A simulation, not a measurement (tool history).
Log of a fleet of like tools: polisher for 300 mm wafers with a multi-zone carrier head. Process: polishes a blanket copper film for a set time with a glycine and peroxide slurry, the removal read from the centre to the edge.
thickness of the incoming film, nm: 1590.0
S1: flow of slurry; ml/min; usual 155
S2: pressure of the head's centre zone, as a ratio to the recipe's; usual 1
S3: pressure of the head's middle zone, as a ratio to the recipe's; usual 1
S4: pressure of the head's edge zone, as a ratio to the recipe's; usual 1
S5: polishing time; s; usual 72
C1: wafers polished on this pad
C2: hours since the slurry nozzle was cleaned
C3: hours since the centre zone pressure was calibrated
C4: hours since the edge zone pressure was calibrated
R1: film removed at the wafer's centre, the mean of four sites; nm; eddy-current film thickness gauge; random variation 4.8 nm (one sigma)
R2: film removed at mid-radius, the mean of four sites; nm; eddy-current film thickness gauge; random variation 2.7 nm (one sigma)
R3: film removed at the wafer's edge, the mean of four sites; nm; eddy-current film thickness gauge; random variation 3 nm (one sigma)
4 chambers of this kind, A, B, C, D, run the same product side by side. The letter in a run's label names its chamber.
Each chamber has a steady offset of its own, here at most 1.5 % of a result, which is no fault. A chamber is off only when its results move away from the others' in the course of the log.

Run 1D, day 0.504: usual settings; C1 721; C2 562.2; C3 542.4; C4 227.2. Result: R1 431.64 nm, R2 444.89 nm, R3 442.61 nm.
Run 2B, day 0.85: usual settings; C1 806; C2 663.4; C3 461.1; C4 510.6. Result: R1 452.75 nm, R2 436.56 nm, R3 445.17 nm.
At day 0.892: chamber B: slurry nozzle cleaned.
Run 3C, day 1.088: usual settings; C1 446; C2 99.2; C3 503.6; C4 524.5. Result: R1 445.17 nm, R2 433.69 nm, R3 437.66 nm.
Run 4A, day 1.354: usual settings; C1 712; C2 242.1; C3 685.9; C4 451.3. Result: R1 437.66 nm, R2 433.08 nm, R3 436.61 nm.
At day 1.462: chamber B: worn pad replaced by a new one.
Run 5A, day 1.588: usual settings but S2 0.89; C1 757; C2 247.7; C3 691.5; C4 456.9. Result: R1 391.81 nm, R2 436.57 nm, R3 434.28 nm.
At day 1.796: chamber A: worn pad replaced by a new one.
Run 6C, day 2.05: usual settings but S2 0.89; C1 632; C2 122.3; C3 526.7; C4 547.6. Result: R1 385.13 nm, R2 441.93 nm, R3 436.72 nm.
At day 2.138: chamber D: worn pad replaced by a new one.
Run 7D, day 2.396: usual settings but S2 0.89; C1 50; C2 607.6; C3 587.8; C4 272.6. Result: R1 383.99 nm, R2 439 nm, R3 446.62 nm.
Run 8B, day 2.733: usual settings but S2 0.89; C1 247; C2 44.3; C3 506.3; C4 555.8. Result: R1 400.39 nm, R2 434.47 nm, R3 440.32 nm.
At day 3.012: chamber D: slurry nozzle cleaned.
At day 3.117: chamber C: worn pad replaced by a new one.
Run 9D, day 3.204: usual settings; C1 207; C2 4.6; C3 607.2; C4 292. Result: R1 453.09 nm, R2 438.61 nm, R3 436.3 nm.
Run 10B, day 3.467: usual settings; C1 389; C2 61.9; C3 523.9; C4 573.4. Result: R1 450.3 nm, R2 437.34 nm, R3 444.94 nm.
Run 11A, day 3.733: usual settings but S1 130 ml/min, S3 1.06; C1 376; C2 299.2; C3 743; C4 508.4. Result: R1 423.61 nm, R2 444.77 nm, R3 431.9 nm.
Run 12C, day 4.154: usual settings but S1 130 ml/min, S3 1.06; C1 201; C2 172.8; C3 577.2; C4 598.1. Result: R1 416.85 nm, R2 443.1 nm, R3 424.83 nm.
Run 13D, day 4.45: usual settings but S1 130 ml/min, S3 1.06; C1 449; C2 34.5; C3 637.1; C4 321.9. Result: R1 424.58 nm, R2 452.39 nm, R3 427.41 nm.
Run 14A, day 4.812: usual settings but S1 130 ml/min, S3 1.06; C1 585; C2 325.1; C3 768.9; C4 534.3. Result: R1 420.25 nm, R2 445.59 nm, R3 427.03 nm.
Run 15B, day 5.1: usual settings; C1 706; C2 101.1; C3 563.1; C4 612.6. Result: R1 445.71 nm, R2 439.92 nm, R3 442.73 nm.
At day 5.2: chamber A: worn pad replaced by a new one.
Run 16C, day 5.504: usual settings but S4 1.04, S5 64 s; C1 463; C2 205.2; C3 609.6; C4 630.5. Result: R1 393.56 nm, R2 386.42 nm, R3 391.46 nm.
Run 17D, day 5.804: usual settings but S4 1.04, S5 64 s; C1 711; C2 67; C3 669.6; C4 354.4. Result: R1 389.24 nm, R2 387.95 nm, R3 398.31 nm.
Run 18A, day 6.233: usual settings but S4 1.04, S5 64 s; C1 201; C2 359.2; C3 803; C4 568.4. Result: R1 389.35 nm, R2 388.34 nm, R3 401.76 nm.
At day 6.288: chamber B: worn pad replaced by a new one.
Run 19C, day 6.6: usual settings but S4 1.04, S5 64 s; C1 675; C2 231.5; C3 635.9; C4 656.8. Result: R1 395.29 nm, R2 382.81 nm, R3 394.1 nm.
At day 6.971: chamber C: worn pad replaced by a new one.
Run 20B, day 7.05: usual settings; C1 147; C2 147.9; C3 609.9; C4 659.4. Result: R1 452.49 nm, R2 439.98 nm, R3 442.57 nm.
At day 7.154: chamber D: worn pad replaced by a new one.
Run 21C, day 7.375: usual settings; C1 79; C2 250.1; C3 654.5; C4 675.4. Result: R1 429.71 nm, R2 435.8 nm, R3 441.63 nm.
Run 22A, day 7.783: usual settings; C1 501; C2 396.4; C3 840.2; C4 605.6. Result: R1 452.23 nm, R2 434.06 nm, R3 438.16 nm.
Run 23B, day 8.221: usual settings; C1 375; C2 176; C3 638; C4 687.5. Result: R1 442.66 nm, R2 438.18 nm, R3 451.97 nm.
Run 24D, day 8.546: usual settings; C1 270; C2 132.8; C3 735.4; C4 420.2. Result: R1 445.14 nm, R2 439.83 nm, R3 441.42 nm.
Run 25D, day 8.833: usual settings; C1 325; C2 139.7; C3 742.3; C4 427.1. Result: R1 441.08 nm, R2 440 nm, R3 442.61 nm.
Run 26A, day 9.104: usual settings; C1 757; C2 428.1; C3 871.9; C4 637.3. Result: R1 437.11 nm, R2 441.49 nm, R3 439.01 nm.
Run 27B, day 9.338: usual settings; C1 591; C2 202.8; C3 664.8; C4 714.3. Result: R1 440.21 nm, R2 438.42 nm, R3 440.19 nm.
Run 28C, day 9.712: usual settings; C1 532; C2 306.2; C3 710.6; C4 731.5. Result: R1 442.7 nm, R2 435.87 nm, R3 436.19 nm.
Run 29D, day 10.104: usual settings but S3 0.92; C1 572; C2 170.2; C3 772.8; C4 457.6. Result: R1 443.05 nm, R2 405.48 nm, R3 445.66 nm.
Run 30C, day 10.346: usual settings but S3 0.92; C1 655; C2 321.4; C3 725.8; C4 746.7. Result: R1 443.91 nm, R2 405.75 nm, R3 435.04 nm.

Next, every chamber runs the same settings. What will each give?
Run 31A, day 10.708: usual settings but S5 83 s. Result: R1 ?, R2 ?, R3 ?.
Run 31B, day 10.708: usual settings but S5 83 s. Result: R1 ?, R2 ?, R3 ?.
Run 31C, day 10.708: usual settings but S5 83 s. Result: R1 ?, R2 ?, R3 ?.
Run 31D, day 10.708: usual settings but S5 83 s. Result: R1 ?, R2 ?, R3 ?.

run      R1      R2      R3
31A  496.91  498.01  516.55
31B  514.66  510.08  511.18
31C  495.17  499.08  496.97
31D  499.36  506.22  505.15
